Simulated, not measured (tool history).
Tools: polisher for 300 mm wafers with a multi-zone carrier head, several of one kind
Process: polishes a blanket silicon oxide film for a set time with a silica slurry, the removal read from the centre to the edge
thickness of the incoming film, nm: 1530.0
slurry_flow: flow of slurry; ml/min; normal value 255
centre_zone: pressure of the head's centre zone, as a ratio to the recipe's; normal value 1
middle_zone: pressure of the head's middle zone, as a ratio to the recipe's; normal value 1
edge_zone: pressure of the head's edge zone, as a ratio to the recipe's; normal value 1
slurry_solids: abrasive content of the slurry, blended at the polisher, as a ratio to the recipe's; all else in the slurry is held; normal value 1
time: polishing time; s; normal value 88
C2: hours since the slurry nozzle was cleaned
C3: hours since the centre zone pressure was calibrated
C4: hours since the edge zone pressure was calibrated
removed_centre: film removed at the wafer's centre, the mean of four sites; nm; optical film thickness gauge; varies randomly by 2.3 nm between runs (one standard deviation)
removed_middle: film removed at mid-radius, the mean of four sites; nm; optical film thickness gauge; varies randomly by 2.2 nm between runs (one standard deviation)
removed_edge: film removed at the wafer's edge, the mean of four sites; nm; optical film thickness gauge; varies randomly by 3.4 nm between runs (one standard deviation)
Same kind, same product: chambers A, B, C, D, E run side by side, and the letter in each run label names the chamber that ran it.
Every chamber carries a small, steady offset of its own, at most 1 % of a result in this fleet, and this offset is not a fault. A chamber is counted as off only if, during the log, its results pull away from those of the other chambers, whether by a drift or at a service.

{"day": 0.371, "done": "chamber E: worn pad replaced by a new one"}
{"run": "1A", "day": 0.4, "slurry_flow": 255, "centre_zone": 1, "middle_zone": 1, "edge_zone": 1, "slurry_solids": 1, "time": 88, "wafers polished on this pad": 236, "C2": 10.3, "C3": 370.2, "C4": 673.2, "removed_centre": 279.23, "removed_middle": 282.88, "removed_edge": 275.78}
{"day": 0.529, "done": "chamber C: worn pad replaced by a new one"}
{"run": "2D", "day": 0.65, "slurry_flow": 255, "centre_zone": 1, "middle_zone": 1, "edge_zone": 1, "slurry_solids": 1, "time": 88, "wafers polished on this pad": 413, "C2": 442.1, "C3": 70.3, "C4": 949.2, "removed_centre": 278.48, "removed_middle": 283.08, "removed_edge": 282.59}
{"day": 0.75, "done": "chamber C: slurry nozzle cleaned"}
{"run": "3B", "day": 0.967, "slurry_flow": 255, "centre_zone": 1, "middle_zone": 1, "edge_zone": 1, "slurry_solids": 1, "time": 88, "wafers polished on this pad": 1448, "C2": 698.3, "C3": 317.4, "C4": 696.2, "removed_centre": 282.75, "removed_middle": 282.78, "removed_edge": 282.72}
{"day": 1.188, "done": "chamber B: worn pad replaced by a new one"}
{"run": "4C", "day": 1.204, "slurry_flow": 255, "centre_zone": 1, "middle_zone": 1, "edge_zone": 1, "slurry_solids": 1, "time": 88, "wafers polished on this pad": 187, "C2": 11, "C3": 527.1, "C4": 63.6, "removed_centre": 281.9, "removed_middle": 282.98, "removed_edge": 281.57}
{"run": "5E", "day": 1.683, "slurry_flow": 255, "centre_zone": 1, "middle_zone": 1, "edge_zone": 1, "slurry_solids": 1, "time": 115, "wafers polished on this pad": 362, "C2": 170.8, "C3": 959.8, "C4": 639.8, "removed_centre": 370.48, "removed_middle": 368.72, "removed_edge": 365.83}
{"run": "6C", "day": 2.129, "slurry_flow": 255, "centre_zone": 1, "middle_zone": 1, "edge_zone": 1, "slurry_solids": 1, "time": 115, "wafers polished on this pad": 443, "C2": 33.2, "C3": 549.3, "C4": 85.8, "removed_centre": 368.13, "removed_middle": 369.19, "removed_edge": 370.36}
{"day": 2.267, "done": "chamber D: worn pad replaced by a new one"}
{"day": 2.296, "done": "chamber A: worn pad replaced by a new one"}
{"day": 2.392, "done": "chamber B: slurry nozzle cleaned"}
{"day": 2.462, "done": "chamber E: worn pad replaced by a new one"}
{"run": "7A", "day": 2.604, "slurry_flow": 255, "centre_zone": 1, "middle_zone": 1, "edge_zone": 1, "slurry_solids": 1, "time": 115, "wafers polished on this pad": 85, "C2": 63.2, "C3": 423.1, "C4": 726.1, "removed_centre": 366.02, "removed_middle": 373.63, "removed_edge": 368.42}
{"run": "8E", "day": 2.967, "slurry_flow": 255, "centre_zone": 1, "middle_zone": 1, "edge_zone": 1, "slurry_solids": 1, "time": 115, "wafers polished on this pad": 140, "C2": 201.6, "C3": 990.6, "C4": 670.6, "removed_centre": 362.71, "removed_middle": 366.82, "removed_edge": 365.63}
{"run": "9B", "day": 3.421, "slurry_flow": 255, "centre_zone": 1, "middle_zone": 1, "edge_zone": 1, "slurry_solids": 1, "time": 115, "wafers polished on this pad": 618, "C2": 24.7, "C3": 376.3, "C4": 755.1, "removed_centre": 370.17, "removed_middle": 371.35, "removed_edge": 367.02}
{"day": 3.438, "done": "chamber E: slurry nozzle cleaned"}
{"run": "10D", "day": 3.821, "slurry_flow": 255, "centre_zone": 1, "middle_zone": 1, "edge_zone": 1, "slurry_solids": 1, "time": 88, "wafers polished on this pad": 430, "C2": 518.2, "C3": 146.4, "C4": 1025.3, "removed_centre": 283.53, "removed_middle": 282.1, "removed_edge": 278.27}
{"day": 4.358, "done": "chamber A: worn pad replaced by a new one"}
{"run": "11E", "day": 4.358, "slurry_flow": 255, "centre_zone": 1, "middle_zone": 1, "edge_zone": 1, "slurry_solids": 1, "time": 88, "wafers polished on this pad": 525, "C2": 22.1, "C3": 1024, "C4": 704, "removed_centre": 280.86, "removed_middle": 279.48, "removed_edge": 282.65}
{"run": "12C", "day": 4.879, "slurry_flow": 255, "centre_zone": 1, "middle_zone": 1, "edge_zone": 1, "slurry_solids": 1, "time": 88, "wafers polished on this pad": 1203, "C2": 99.2, "C3": 615.3, "C4": 151.8, "removed_centre": 282.1, "removed_middle": 284.89, "removed_edge": 286.1}
{"day": 5.15, "done": "chamber E: worn pad replaced by a new one"}
{"run": "13D", "day": 5.354, "slurry_flow": 255, "centre_zone": 1, "middle_zone": 1, "edge_zone": 1, "slurry_solids": 1, "time": 88, "wafers polished on this pad": 854, "C2": 555, "C3": 183.2, "C4": 1062.1, "removed_centre": 282.86, "removed_middle": 280.08, "removed_edge": 277.16}
{"day": 5.696, "done": "chamber D: worn pad replaced by a new one"}
{"run": "14B", "day": 5.717, "slurry_flow": 255, "centre_zone": 1, "middle_zone": 1, "edge_zone": 1, "slurry_solids": 0.9, "time": 88, "wafers polished on this pad": 1253, "C2": 79.8, "C3": 431.4, "C4": 810.2, "removed_centre": 275.37, "removed_middle": 271.6, "removed_edge": 264.93}
{"day": 5.746, "done": "chamber B: edge zone pressure recalibrated"}
{"day": 5.842, "done": "chamber B: worn pad replaced by a new one"}
{"day": 5.954, "done": "chamber C: worn pad replaced by a new one"}
{"run": "15A", "day": 6.221, "slurry_flow": 255, "centre_zone": 1, "middle_zone": 1, "edge_zone": 1, "slurry_solids": 0.9, "time": 88, "wafers polished on this pad": 515, "C2": 150, "C3": 509.9, "C4": 812.9, "removed_centre": 264.35, "removed_middle": 268.47, "removed_edge": 267.18}
{"run": "16C", "day": 6.525, "slurry_flow": 255, "centre_zone": 1, "middle_zone": 1, "edge_zone": 1, "slurry_solids": 0.9, "time": 88, "wafers polished on this pad": 158, "C2": 138.7, "C3": 654.8, "C4": 191.3, "removed_centre": 267.4, "removed_middle": 269.22, "removed_edge": 264.62}
{"day": 6.817, "done": "chamber A: worn pad replaced by a new one"}
{"run": "17D", "day": 6.933, "slurry_flow": 255, "centre_zone": 1, "middle_zone": 1, "edge_zone": 1, "slurry_solids": 0.9, "time": 88, "wafers polished on this pad": 342, "C2": 592.9, "C3": 221.1, "C4": 1100, "removed_centre": 266.16, "removed_middle": 265.74, "removed_edge": 265.35}
{"run": "18A", "day": 7.192, "slurry_flow": 255, "centre_zone": 1, "middle_zone": 1, "edge_zone": 1, "slurry_solids": 0.9, "time": 88, "wafers polished on this pad": 104, "C2": 173.3, "C3": 533.2, "C4": 836.2, "removed_centre": 268.43, "removed_middle": 266.73, "removed_edge": 270.5}
{"run": "19E", "day": 7.579, "slurry_flow": 255, "centre_zone": 1, "middle_zone": 1, "edge_zone": 1, "slurry_solids": 1, "time": 88, "wafers polished on this pad": 671, "C2": 99.4, "C3": 1101.3, "C4": 781.3, "removed_centre": 284.45, "removed_middle": 281.69, "removed_edge": 284.81}
{"day": 7.712, "done": "chamber E: worn pad replaced by a new one"}
{"run": "20B", "day": 7.954, "slurry_flow": 255, "centre_zone": 1, "middle_zone": 1, "edge_zone": 1, "slurry_solids": 1, "time": 88, "wafers polished on this pad": 584, "C2": 133.5, "C3": 485.1, "C4": 53, "removed_centre": 298.11, "removed_middle": 280.34, "removed_edge": 284.69}
{"run": "21A", "day": 8.246, "slurry_flow": 255, "centre_zone": 1, "middle_zone": 1, "edge_zone": 1, "slurry_solids": 1, "time": 88, "wafers polished on this pad": 396, "C2": 198.6, "C3": 558.5, "C4": 861.5, "removed_centre": 277.4, "removed_middle": 282.38, "removed_edge": 277.98}
{"run": "22D", "day": 8.558, "slurry_flow": 255, "centre_zone": 1, "middle_zone": 1, "edge_zone": 1, "slurry_solids": 1, "time": 88, "wafers polished on this pad": 791, "C2": 631.9, "C3": 260.1, "C4": 1139, "removed_centre": 282.43, "removed_middle": 278.38, "removed_edge": 283.4}
{"run": "23C", "day": 8.829, "slurry_flow": 255, "centre_zone": 1, "middle_zone": 1, "edge_zone": 1, "slurry_solids": 1, "time": 88, "wafers polished on this pad": 795, "C2": 194, "C3": 710.1, "C4": 246.6, "removed_centre": 282.52, "removed_middle": 284.88, "removed_edge": 280.64}
{"day": 9.158, "done": "chamber D: worn pad replaced by a new one"}
{"day": 9.158, "done": "chamber C: slurry nozzle cleaned"}
{"day": 9.233, "done": "chamber A: worn pad replaced by a new one"}
{"run": "24E", "day": 9.267, "slurry_flow": 255, "centre_zone": 1, "middle_zone": 1, "edge_zone": 1, "slurry_solids": 1, "time": 88, "wafers polished on this pad": 429, "C2": 139.9, "C3": 1141.8, "C4": 821.8, "removed_centre": 283.92, "removed_middle": 280.99, "removed_edge": 277.58}
{"run": "25B", "day": 9.612, "slurry_flow": 255, "centre_zone": 1, "middle_zone": 1, "edge_zone": 1, "slurry_solids": 1, "time": 88, "wafers polished on this pad": 1042, "C2": 173.3, "C3": 524.9, "C4": 92.8, "removed_centre": 297.16, "removed_middle": 281.24, "removed_edge": 277.19}
{"day": 10.042, "done": "chamber E: worn pad replaced by a new one"}
{"run": "26E", "day": 10.042, "slurry_flow": 255, "centre_zone": 1, "middle_zone": 1, "edge_zone": 1, "slurry_solids": 1, "time": 88, "wafers polished on this pad": 0, "C2": 158.5, "C3": 1160.4, "C4": 840.4, "removed_centre": 282.26, "removed_middle": 284.63, "removed_edge": 285.17}
{"day": 10.088, "done": "chamber D: edge zone pressure recalibrated"}
{"run": "27D", "day": 10.496, "slurry_flow": 255, "centre_zone": 1, "middle_zone": 1, "edge_zone": 1, "slurry_solids": 1, "time": 88, "wafers polished on this pad": 370, "C2": 678.4, "C3": 306.6, "C4": 9.8, "removed_centre": 282.39, "removed_middle": 280.02, "removed_edge": 283.49}
{"day": 10.808, "done": "chamber B: worn pad replaced by a new one"}
{"run": "28B", "day": 11.038, "slurry_flow": 255, "centre_zone": 1, "middle_zone": 1, "edge_zone": 1, "slurry_solids": 1, "time": 88, "wafers polished on this pad": 63, "C2": 207.5, "C3": 559.1, "C4": 127, "removed_centre": 306.91, "removed_middle": 279.72, "removed_edge": 283.21}
{"day": 11.167, "done": "chamber C: worn pad replaced by a new one"}
{"day": 11.45, "done": "chamber A: worn pad replaced by a new one"}
{"run": "29A", "day": 11.521, "slurry_flow": 255, "centre_zone": 1, "middle_zone": 1, "edge_zone": 1, "slurry_solids": 1, "time": 88, "wafers polished on this pad": 19, "C2": 277.2, "C3": 637.1, "C4": 940.1, "removed_centre": 278.09, "removed_middle": 281.6, "removed_edge": 282.46}
{"run": "30C", "day": 11.817, "slurry_flow": 255, "centre_zone": 1, "middle_zone": 1, "edge_zone": 1, "slurry_solids": 1, "time": 59, "wafers polished on this pad": 179, "C2": 63.9, "C3": 781.8, "C4": 318.3, "removed_centre": 188.01, "removed_middle": 190.37, "removed_edge": 190.02}
{"run": "31D", "day": 12.067, "slurry_flow": 255, "centre_zone": 1, "middle_zone": 1, "edge_zone": 1, "slurry_solids": 1, "time": 59, "wafers polished on this pad": 804, "C2": 716.1, "C3": 344.3, "C4": 47.5, "removed_centre": 187.46, "removed_middle": 190.04, "removed_edge": 190.83}

Which is it: a chamber that has drifted or been left off by a service, a gauge drift common to all chambers, or only each chamber's usual small offset? If a chamber is off, name it and its likeliest cause.

Little by little, chamber B moves away from the other chambers.
Most likely cause: centre zone's pressure above its setpoint, % = 9.16.

Here are 4 candidates for chamber B's next run, each the usual settings with a change, their results left as question marks. Which one brings its results back in line with what the others give on the usual settings?
In-line tolerance around the mean of the other chambers on the usual settings: removed_centre 8.2 nm; removed_middle 7.6 nm; removed_edge 12 nm
{"run": "32B-1", "day": 12.458, "slurry_flow": 260, "centre_zone": 1.08, "middle_zone": 0.98, "edge_zone": 0.97, "slurry_solids": 1, "time": 89, "removed_centre": "?", "removed_middle": "?", "removed_edge": "?"}
{"run": "32B-2", "day": 12.458, "slurry_flow": 265, "centre_zone": 1.15, "middle_zone": 0.97, "edge_zone": 0.95, "slurry_solids": 1, "time": 90, "removed_centre": "?", "removed_middle": "?", "removed_edge": "?"}
{"run": "32B-3", "day": 12.458, "slurry_flow": 245, "centre_zone": 0.86, "middle_zone": 1.03, "edge_zone": 1.05, "slurry_solids": 1, "time": 87, "removed_centre": "?", "removed_middle": "?", "removed_edge": "?"}
{"run": "32B-4", "day": 12.458, "slurry_flow": 250, "centre_zone": 0.92, "middle_zone": 1.02, "edge_zone": 1.03, "slurry_solids": 1, "time": 87, "removed_centre": "?", "removed_middle": "?", "removed_edge": "?"}

Other chambers, usual settings, mean: removed_centre 280.9 nm; removed_middle 281.67 nm; removed_edge 282.27 nm
run=32B-1 removed_centre=341.61 removed_middle=280.15 removed_edge=280.71
run=32B-2 removed_centre=370.18 removed_middle=281.15 removed_edge=281.27
run=32B-3 removed_centre=259.45 removed_middle=284.99 removed_edge=284.62
run=32B-4 removed_centre=279.83 removed_middle=283.03 removed_edge=282.21
Change 32B-4 lands the chamber within the allowed miss of the other chambers.
